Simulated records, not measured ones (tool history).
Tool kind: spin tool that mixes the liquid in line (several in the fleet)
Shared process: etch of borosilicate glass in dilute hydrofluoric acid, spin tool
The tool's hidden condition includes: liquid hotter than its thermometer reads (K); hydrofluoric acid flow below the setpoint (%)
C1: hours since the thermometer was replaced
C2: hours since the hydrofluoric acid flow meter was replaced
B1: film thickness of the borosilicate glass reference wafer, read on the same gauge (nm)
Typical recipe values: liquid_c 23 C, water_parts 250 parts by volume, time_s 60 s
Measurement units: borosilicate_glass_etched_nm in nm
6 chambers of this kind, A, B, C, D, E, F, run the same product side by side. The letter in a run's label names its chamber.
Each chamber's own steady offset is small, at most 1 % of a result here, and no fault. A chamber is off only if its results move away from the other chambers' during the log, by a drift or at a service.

run 1B hour=4.9 | liquid_c=23 water_parts=250 time_s=60 | C1=215.2 C2=290.4 | B1=40.028 | borosilicate_glass_etched_nm=6.8504
run 2E hour=11.2 | liquid_c=23 water_parts=250 time_s=60 | C1=804.2 C2=782.9 | B1=39.977 | borosilicate_glass_etched_nm=6.7531
run 3F hour=16.7 | liquid_c=23 water_parts=250 time_s=60 | C1=1205.9 C2=413.8 | B1=40.032 | borosilicate_glass_etched_nm=6.8086
run 4D hour=22.5 | liquid_c=23 water_parts=250 time_s=60 | C1=256.3 C2=149.7 | B1=39.967 | borosilicate_glass_etched_nm=6.7886
run 5A hour=26.7 | liquid_c=23 water_parts=250 time_s=60 | C1=961.0 C2=160.3 | B1=39.976 | borosilicate_glass_etched_nm=6.8641
run 6C hour=32.0 | liquid_c=23 water_parts=250 time_s=60 | C1=1620.3 C2=242.3 | B1=39.998 | borosilicate_glass_etched_nm=6.8210
run 7C hour=37.5 | liquid_c=23 water_parts=250 time_s=60 | C1=1625.8 C2=247.8 | B1=40.032 | borosilicate_glass_etched_nm=6.8353
run 8F hour=42.2 | liquid_c=23 water_parts=250 time_s=60 | C1=1231.4 C2=439.3 | B1=39.960 | borosilicate_glass_etched_nm=6.8151
run 9B hour=47.9 | liquid_c=23 water_parts=250 time_s=60 | C1=258.2 C2=333.4 | B1=40.021 | borosilicate_glass_etched_nm=6.7809
run 10A hour=54.2 | liquid_c=23 water_parts=250 time_s=60 | C1=988.5 C2=187.8 | B1=39.998 | borosilicate_glass_etched_nm=6.8340
run 11E hour=60.2 | liquid_c=23 water_parts=250 time_s=60 | C1=853.2 C2=831.9 | B1=40.020 | borosilicate_glass_etched_nm=6.7790
run 12D hour=63.9 | liquid_c=23 water_parts=250 time_s=60 | C1=297.7 C2=191.1 | B1=39.967 | borosilicate_glass_etched_nm=6.7869
run 13A hour=66.9 | liquid_c=23 water_parts=250 time_s=60 | C1=1001.2 C2=200.5 | B1=39.954 | borosilicate_glass_etched_nm=6.7660
run 14F hour=70.5 | liquid_c=23 water_parts=250 time_s=95 | C1=1259.7 C2=467.6 | B1=40.016 | borosilicate_glass_etched_nm=10.7440
run 15C hour=75.2 | liquid_c=23 water_parts=250 time_s=95 | C1=1663.5 C2=285.5 | B1=40.014 | borosilicate_glass_etched_nm=10.8380
run 16B hour=78.9 | liquid_c=23 water_parts=250 time_s=95 | C1=289.2 C2=364.4 | B1=40.012 | borosilicate_glass_etched_nm=10.8000
run 17D hour=84.8 | liquid_c=23 water_parts=250 time_s=95 | C1=318.6 C2=212.0 | B1=40.022 | borosilicate_glass_etched_nm=10.8260
run 18E hour=88.5 | liquid_c=23 water_parts=250 time_s=95 | C1=881.5 C2=860.2 | B1=40.007 | borosilicate_glass_etched_nm=10.7330
run 19A hour=91.7 | liquid_c=23 water_parts=250 time_s=95 | C1=1026.0 C2=225.3 | B1=40.056 | borosilicate_glass_etched_nm=10.7760
run 20F hour=94.7 | liquid_c=23 water_parts=250 time_s=60 | C1=1283.9 C2=491.8 | B1=39.962 | borosilicate_glass_etched_nm=6.8048
run 21B hour=97.9 | liquid_c=23 water_parts=250 time_s=60 | C1=308.2 C2=383.4 | B1=39.979 | borosilicate_glass_etched_nm=6.7938
run 22C hour=103.3 | liquid_c=23 water_parts=250 time_s=60 | C1=1691.6 C2=313.6 | B1=39.962 | borosilicate_glass_etched_nm=6.8991
run 23D hour=108.9 | liquid_c=20 water_parts=360 time_s=60 | C1=342.7 C2=236.1 | B1=39.994 | borosilicate_glass_etched_nm=3.8700
run 24E hour=113.1 | liquid_c=20 water_parts=360 time_s=60 | C1=906.1 C2=884.8 | B1=40.022 | borosilicate_glass_etched_nm=3.8052
run 25E hour=118.8 | liquid_c=20 water_parts=360 time_s=60 | C1=911.8 C2=890.5 | B1=39.931 | borosilicate_glass_etched_nm=3.8232
run 26A hour=123.2 | liquid_c=20 water_parts=360 time_s=60 | C1=1057.5 C2=256.8 | B1=39.996 | borosilicate_glass_etched_nm=3.8611
run 27B hour=126.4 | liquid_c=20 water_parts=360 time_s=60 | C1=336.7 C2=411.9 | B1=40.018 | borosilicate_glass_etched_nm=3.8341
run 28F hour=132.6 | liquid_c=20 water_parts=360 time_s=60 | C1=1321.8 C2=529.7 | B1=39.972 | borosilicate_glass_etched_nm=3.8326
run 29C hour=136.7 | liquid_c=23 water_parts=250 time_s=60 | C1=1725.0 C2=347.0 | B1=40.026 | borosilicate_glass_etched_nm=6.9532
run 30D hour=140.1 | liquid_c=23 water_parts=250 time_s=60 | C1=373.9 C2=267.3 | B1=39.985 | borosilicate_glass_etched_nm=6.7615
run 31E hour=145.2 | liquid_c=23 water_parts=250 time_s=60 | C1=938.2 C2=916.9 | B1=39.999 | borosilicate_glass_etched_nm=6.7748
run 32B hour=149.2 | liquid_c=23 water_parts=250 time_s=60 | C1=359.5 C2=434.7 | B1=40.020 | borosilicate_glass_etched_nm=6.7951
run 33F hour=153.3 | liquid_c=23 water_parts=130 time_s=60 | C1=1342.5 C2=550.4 | B1=40.035 | borosilicate_glass_etched_nm=14.8770
run 34C hour=158.1 | liquid_c=23 water_parts=130 time_s=60 | C1=1746.4 C2=368.4 | B1=40.016 | borosilicate_glass_etched_nm=14.8970
run 35D hour=163.6 | liquid_c=23 water_parts=130 time_s=60 | C1=397.4 C2=290.8 | B1=40.016 | borosilicate_glass_etched_nm=14.6880
run 36A hour=169.5 | liquid_c=23 water_parts=130 time_s=60 | C1=1103.8 C2=303.1 | B1=40.004 | borosilicate_glass_etched_nm=14.6420

One chamber off, gauge drift, or nothing amiss beyond the chambers' own small offsets? If it is a chamber, which one, and what is the likeliest cause?

Little by little, chamber C moves away from the other chambers.
Likeliest cause: liquid hotter than its thermometer reads (K) = 0.571.
The log might look much the same if the cause were instead: hydrofluoric acid flow above the setpoint (%).

Which of the 4 candidates below, each the usual settings with something changed and its results left as question marks, puts chamber C back in line with what the other chambers give on the usual settings?
Counts as in line when no further than this from what the other chambers average on the usual settings: borosilicate_glass_etched_nm 0.0810 nm
run 37C-1 hour=174.1 | liquid_c=23 water_parts=245 time_s=60 | borosilicate_glass_etched_nm=?
run 37C-2 hour=174.1 | liquid_c=23 water_parts=260 time_s=60 | borosilicate_glass_etched_nm=?
run 37C-3 hour=174.1 | liquid_c=23 water_parts=240 time_s=60 | borosilicate_glass_etched_nm=?
run 37C-4 hour=174.1 | liquid_c=23 water_parts=255 time_s=60 | borosilicate_glass_etched_nm=?

Usual-settings mean across the other chambers: borosilicate_glass_etched_nm 6.8005 nm
run=37C-1 borosilicate_glass_etched_nm=7.1449
run=37C-2 borosilicate_glass_etched_nm=6.6388
run=37C-3 borosilicate_glass_etched_nm=7.3278
run=37C-4 borosilicate_glass_etched_nm=6.8004
37C-4 puts the chamber back in line with the other chambers.
